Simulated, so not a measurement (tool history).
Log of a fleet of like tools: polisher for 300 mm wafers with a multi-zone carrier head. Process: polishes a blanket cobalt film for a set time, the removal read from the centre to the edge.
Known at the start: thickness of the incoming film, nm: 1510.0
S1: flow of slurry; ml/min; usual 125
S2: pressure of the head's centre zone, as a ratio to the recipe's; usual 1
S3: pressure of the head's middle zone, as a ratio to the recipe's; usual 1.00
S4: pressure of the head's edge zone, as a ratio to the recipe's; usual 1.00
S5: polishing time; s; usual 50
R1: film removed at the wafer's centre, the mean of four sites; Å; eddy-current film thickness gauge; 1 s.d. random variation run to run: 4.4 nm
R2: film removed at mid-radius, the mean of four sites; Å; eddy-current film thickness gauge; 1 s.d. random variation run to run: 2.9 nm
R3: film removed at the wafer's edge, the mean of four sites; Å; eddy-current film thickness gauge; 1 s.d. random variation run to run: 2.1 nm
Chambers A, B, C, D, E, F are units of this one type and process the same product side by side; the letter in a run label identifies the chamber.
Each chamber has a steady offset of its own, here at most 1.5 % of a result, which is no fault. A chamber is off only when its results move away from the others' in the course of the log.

At day 0.042: chamber A: worn pad replaced by a new one.
Run 1E, day 0.417: usual settings. Result: R1 3262.8 Å, R2 3166.5 Å, R3 3232.4 Å.
At day 0.550: chamber D: edge zone pressure recalibrated.
At day 0.612: chamber E: worn pad replaced by a new one.
At day 0.925: chamber C: worn pad replaced by a new one.
Run 2F, day 0.925: usual settings. Result: R1 3300.5 Å, R2 3268.3 Å, R3 3220.8 Å.
Run 3B, day 1.458: usual settings. Result: R1 3207.9 Å, R2 3211.1 Å, R3 3215.8 Å.
At day 1.842: chamber F: worn pad replaced by a new one.
Run 4C, day 1.950: usual settings. Result: R1 3236.0 Å, R2 3275.9 Å, R3 3246.6 Å.
Run 5A, day 2.483: usual settings. Result: R1 3240.6 Å, R2 3162.2 Å, R3 3199.8 Å.
At day 2.671: chamber B: worn pad replaced by a new one.
At day 2.733: chamber D: worn pad replaced by a new one.
Run 6D, day 3.021: usual settings. Result: R1 3250.6 Å, R2 3213.8 Å, R3 3236.2 Å.
Run 7A, day 3.267: usual settings. Result: R1 3211.6 Å, R2 3219.9 Å, R3 3184.2 Å.
Run 8E, day 3.504: usual settings. Result: R1 3202.3 Å, R2 3219.1 Å, R3 3245.9 Å.
At day 3.604: chamber A: worn pad replaced by a new one.
Run 9D, day 3.808: usual settings. Result: R1 3206.6 Å, R2 3208.2 Å, R3 3210.3 Å.
At day 3.858: chamber E: worn pad replaced by a new one.
Run 10B, day 4.183: usual settings. Result: R1 3253.4 Å, R2 3213.5 Å, R3 3226.2 Å.
At day 4.258: chamber E: slurry nozzle cleaned.
At day 4.650: chamber A: centre zone pressure recalibrated.
Run 11F, day 4.667: usual settings. Result: R1 3219.7 Å, R2 3229.3 Å, R3 3222.8 Å.
Run 12C, day 5.033: usual settings. Result: R1 3193.3 Å, R2 3266.6 Å, R3 3241.8 Å.
Run 13D, day 5.312: usual settings but S3 0.88, S4 1.06. Result: R1 3125.4 Å, R2 2820.9 Å, R3 3359.3 Å.
At day 5.467: chamber B: worn pad replaced by a new one.
Run 14A, day 5.838: usual settings but S3 0.88, S4 1.06. Result: R1 3260.1 Å, R2 2875.5 Å, R3 3282.1 Å.
At day 6.083: chamber F: worn pad replaced by a new one.
Run 15B, day 6.333: usual settings but S3 0.88, S4 1.06. Result: R1 3302.0 Å, R2 2853.6 Å, R3 3362.2 Å.
At day 6.412: chamber B: slurry nozzle cleaned.
At day 6.429: chamber D: worn pad replaced by a new one.
Run 16C, day 6.579: usual settings but S3 0.88, S4 1.06. Result: R1 3236.3 Å, R2 2886.4 Å, R3 3322.5 Å.
Run 17E, day 6.850: usual settings but S3 0.88, S4 1.06. Result: R1 3209.0 Å, R2 2803.7 Å, R3 3313.2 Å.
At day 6.867: chamber E: worn pad replaced by a new one.
Run 18F, day 7.104: usual settings but S3 0.88, S4 1.06. Result: R1 3227.2 Å, R2 2868.6 Å, R3 3340.7 Å.
At day 7.117: chamber A: worn pad replaced by a new one.
At day 7.338: chamber E: edge zone pressure recalibrated.
At day 7.429: chamber A: edge zone pressure recalibrated.
Run 19D, day 7.596: usual settings. Result: R1 3210.5 Å, R2 3166.1 Å, R3 3218.6 Å.
At day 7.633: chamber C: worn pad replaced by a new one.
Run 20E, day 7.938: usual settings. Result: R1 3221.0 Å, R2 3162.8 Å, R3 3235.8 Å.
Run 21A, day 8.350: usual settings. Result: R1 3237.4 Å, R2 3256.8 Å, R3 3224.6 Å.
Run 22C, day 8.612: usual settings. Result: R1 3258.9 Å, R2 3206.9 Å, R3 3253.6 Å.
At day 8.754: chamber B: worn pad replaced by a new one.
Run 23B, day 9.154: usual settings but S1 90 ml/min, S5 34 s. Result: R1 1996.0 Å, R2 2014.3 Å, R3 2062.9 Å.
At day 9.496: chamber B: centre zone pressure recalibrated.
At day 9.529: chamber F: slurry nozzle cleaned.
At day 9.571: chamber F: edge zone pressure recalibrated.
At day 9.612: chamber F: worn pad replaced by a new one.
Run 24F, day 9.658: usual settings but S1 90 ml/min, S5 34 s. Result: R1 2003.2 Å, R2 2042.3 Å, R3 2062.6 Å.
At day 9.917: chamber D: worn pad replaced by a new one.
At day 9.917: chamber E: worn pad replaced by a new one.
Run 25D, day 9.962: usual settings but S1 90 ml/min, S5 34 s. Result: R1 1979.5 Å, R2 2033.0 Å, R3 2060.2 Å.
Run 26B, day 10.208: usual settings but S1 90 ml/min, S5 34 s. Result: R1 1988.2 Å, R2 2005.7 Å, R3 2053.8 Å.
Run 27F, day 10.596: usual settings but S1 90 ml/min, S5 34 s. Result: R1 2040.4 Å, R2 2051.9 Å, R3 2058.6 Å.
At day 10.742: chamber A: worn pad replaced by a new one.
Run 28E, day 11.046: usual settings but S1 90 ml/min, S5 34 s. Result: R1 2023.5 Å, R2 1972.0 Å, R3 2086.5 Å.
At day 11.321: chamber B: worn pad replaced by a new one.
Run 29A, day 11.567: usual settings. Result: R1 3259.3 Å, R2 3296.2 Å, R3 3234.4 Å.
Run 30C, day 12.108: usual settings but S1 85 ml/min, S5 37 s. Result: R1 2138.8 Å, R2 2115.0 Å, R3 2221.9 Å.
Run 31C, day 12.475: usual settings but S1 85 ml/min, S5 37 s. Result: R1 2093.9 Å, R2 2217.2 Å, R3 2236.2 Å.
Run 32B, day 12.829: usual settings but S1 85 ml/min, S5 37 s. Result: R1 2129.2 Å, R2 2158.8 Å, R3 2207.6 Å.
At day 13.362: chamber F: worn pad replaced by a new one.
Run 33A, day 13.375: usual settings but S1 85 ml/min, S5 37 s. Result: R1 2143.9 Å, R2 2127.8 Å, R3 2222.4 Å.
At day 13.525: chamber E: worn pad replaced by a new one.
At day 13.729: chamber D: worn pad replaced by a new one.
Run 34E, day 13.788: usual settings but S1 85 ml/min, S5 37 s. Result: R1 2136.6 Å, R2 2104.8 Å, R3 2227.9 Å.
Run 35F, day 14.238: usual settings but S1 85 ml/min, S5 37 s. Result: R1 2113.6 Å, R2 2155.6 Å, R3 2223.5 Å.
Run 36D, day 14.650: usual settings. Result: R1 3280.2 Å, R2 3215.4 Å, R3 3257.8 Å.

Read the log: is a single chamber off, either drifting away or since a service, is the gauge that measures every chamber drifting, or is nothing wrong beyond small per-chamber offsets? Name any odd chamber and what most likely caused it.

No chamber is off and the gauge is stable; the differences are just each chamber's small, constant offset.
